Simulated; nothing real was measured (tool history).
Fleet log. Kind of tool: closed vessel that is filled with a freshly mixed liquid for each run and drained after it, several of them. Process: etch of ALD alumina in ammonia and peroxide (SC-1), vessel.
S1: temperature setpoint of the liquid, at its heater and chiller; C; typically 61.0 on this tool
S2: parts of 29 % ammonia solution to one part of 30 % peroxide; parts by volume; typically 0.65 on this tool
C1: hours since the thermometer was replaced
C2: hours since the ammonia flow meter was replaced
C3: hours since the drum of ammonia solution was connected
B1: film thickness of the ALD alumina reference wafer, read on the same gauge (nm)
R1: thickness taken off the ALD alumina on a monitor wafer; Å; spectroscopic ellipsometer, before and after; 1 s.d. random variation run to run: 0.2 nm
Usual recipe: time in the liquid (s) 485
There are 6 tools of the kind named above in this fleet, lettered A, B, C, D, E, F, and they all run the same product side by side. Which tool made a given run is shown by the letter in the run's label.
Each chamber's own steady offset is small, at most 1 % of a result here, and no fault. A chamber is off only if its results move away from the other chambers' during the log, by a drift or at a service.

Run 1D, day 0.208: usual settings; C1 381.0; C2 174.3; C3 74.4; B1 30.037. Result: R1 485.60 Å.
Run 2B, day 0.458: usual settings; C1 509.0; C2 997.3; C3 279.1; B1 30.006. Result: R1 488.31 Å.
Run 3F, day 0.654: usual settings; C1 1924.2; C2 819.0; C3 386.2; B1 29.950. Result: R1 481.98 Å.
Run 4A, day 0.804: usual settings; C1 265.3; C2 1419.3; C3 491.9; B1 30.030. Result: R1 488.89 Å.
At day 0.933: chamber C: ammonia flow meter replaced.
Run 5C, day 1.004: usual settings; C1 820.1; C2 1.8; C3 260.6; B1 30.018. Result: R1 482.42 Å.
Run 6E, day 1.146: usual settings; C1 147.1; C2 609.4; C3 55.3; B1 29.960. Result: R1 489.37 Å.
Run 7F, day 1.329: usual settings; C1 1940.4; C2 835.2; C3 402.4; B1 30.041. Result: R1 485.21 Å.
Run 8B, day 1.558: usual settings; C1 535.4; C2 1023.7; C3 305.5; B1 30.017. Result: R1 489.45 Å.
At day 1.746: chamber B: thermometer replaced.
Run 9E, day 1.746: usual settings; C1 161.5; C2 623.8; C3 69.7; B1 30.023. Result: R1 487.43 Å.
Run 10A, day 1.892: usual settings; C1 291.4; C2 1445.4; C3 518.0; B1 30.004. Result: R1 485.18 Å.
Run 11D, day 2.133: usual settings; C1 427.2; C2 220.5; C3 120.6; B1 30.003. Result: R1 487.06 Å.
Run 12C, day 2.321: usual settings; C1 851.7; C2 33.4; C3 292.2; B1 29.975. Result: R1 489.16 Å.
Run 13C, day 2.492: usual settings; C1 855.8; C2 37.5; C3 296.3; B1 30.026. Result: R1 484.63 Å.
Run 14B, day 2.688: usual settings; C1 22.7; C2 1050.8; C3 332.6; B1 29.954. Result: R1 491.38 Å.
Run 15D, day 2.829: usual settings; C1 443.9; C2 237.2; C3 137.3; B1 29.984. Result: R1 485.80 Å.
Run 16A, day 3.058: usual settings; C1 319.4; C2 1473.4; C3 546.0; B1 30.015. Result: R1 487.48 Å.
Run 17F, day 3.233: usual settings but S1 52.5 C, S2 0.50 parts by volume; C1 1986.1; C2 880.9; C3 448.1; B1 29.980. Result: R1 303.06 Å.
Run 18E, day 3.450: usual settings but S1 52.5 C, S2 0.50 parts by volume; C1 202.4; C2 664.7; C3 110.6; B1 29.979. Result: R1 303.54 Å.
Run 19C, day 3.642: usual settings but S1 52.5 C, S2 0.50 parts by volume; C1 883.4; C2 65.1; C3 323.9; B1 29.978. Result: R1 303.08 Å.
Run 20B, day 3.858: usual settings but S1 52.5 C, S2 0.50 parts by volume; C1 50.8; C2 1078.9; C3 360.7; B1 29.997. Result: R1 302.48 Å.
Run 21F, day 3.992: usual settings but S1 52.5 C, S2 0.50 parts by volume; C1 2004.3; C2 899.1; C3 466.3; B1 30.049. Result: R1 303.34 Å.
Run 22D, day 4.171: usual settings but S1 52.5 C, S2 0.50 parts by volume; C1 476.1; C2 269.4; C3 169.5; B1 29.956. Result: R1 307.52 Å.
Run 23A, day 4.308: usual settings; C1 349.4; C2 1503.4; C3 576.0; B1 30.061. Result: R1 487.97 Å.
Run 24E, day 4.496: usual settings; C1 227.5; C2 689.8; C3 135.7; B1 29.990. Result: R1 492.32 Å.
Run 25F, day 4.617: usual settings; C1 2019.3; C2 914.1; C3 481.3; B1 29.995. Result: R1 486.13 Å.
Run 26D, day 4.742: usual settings; C1 489.8; C2 283.1; C3 183.2; B1 29.954. Result: R1 487.59 Å.
Run 27C, day 4.962: usual settings; C1 915.1; C2 96.8; C3 355.6; B1 29.970. Result: R1 486.40 Å.
Run 28E, day 5.100: usual settings; C1 242.0; C2 704.3; C3 150.2; B1 30.027. Result: R1 486.69 Å.
Run 29B, day 5.229: usual settings; C1 83.7; C2 1111.8; C3 393.6; B1 30.047. Result: R1 487.21 Å.
Run 30A, day 5.475: usual settings; C1 377.4; C2 1531.4; C3 604.0; B1 29.975. Result: R1 489.61 Å.
Run 31E, day 5.712: usual settings; C1 256.7; C2 719.0; C3 164.9; B1 30.027. Result: R1 494.51 Å.
Run 32B, day 5.875: usual settings; C1 99.2; C2 1127.3; C3 409.1; B1 30.003. Result: R1 491.90 Å.
Run 33C, day 6.096: usual settings; C1 942.3; C2 124.0; C3 382.8; B1 30.001. Result: R1 486.94 Å.
Run 34F, day 6.238: usual settings; C1 2058.2; C2 953.0; C3 520.2; B1 30.037. Result: R1 483.00 Å.
Run 35A, day 6.429: usual settings; C1 400.3; C2 1554.3; C3 626.9; B1 29.957. Result: R1 489.40 Å.
Run 36D, day 6.638: usual settings; C1 535.3; C2 328.6; C3 228.7; B1 30.018. Result: R1 486.68 Å.
Run 37E, day 6.796: usual settings; C1 282.7; C2 745.0; C3 190.9; B1 29.980. Result: R1 491.67 Å.
Run 38C, day 6.950: usual settings but S1 64.5 C; C1 962.8; C2 144.5; C3 403.3; B1 29.996. Result: R1 579.84 Å.
Run 39F, day 7.112: usual settings but S1 64.5 C; C1 2079.2; C2 974.0; C3 541.2; B1 30.014. Result: R1 574.55 Å.

What goes on in this fleet: one chamber off, a drifting gauge, or nothing beyond the chambers' own small offsets? Name the chamber and the cause, if any.

All chambers stay in line apart from their small fixed offsets, and the gauge does not drift.
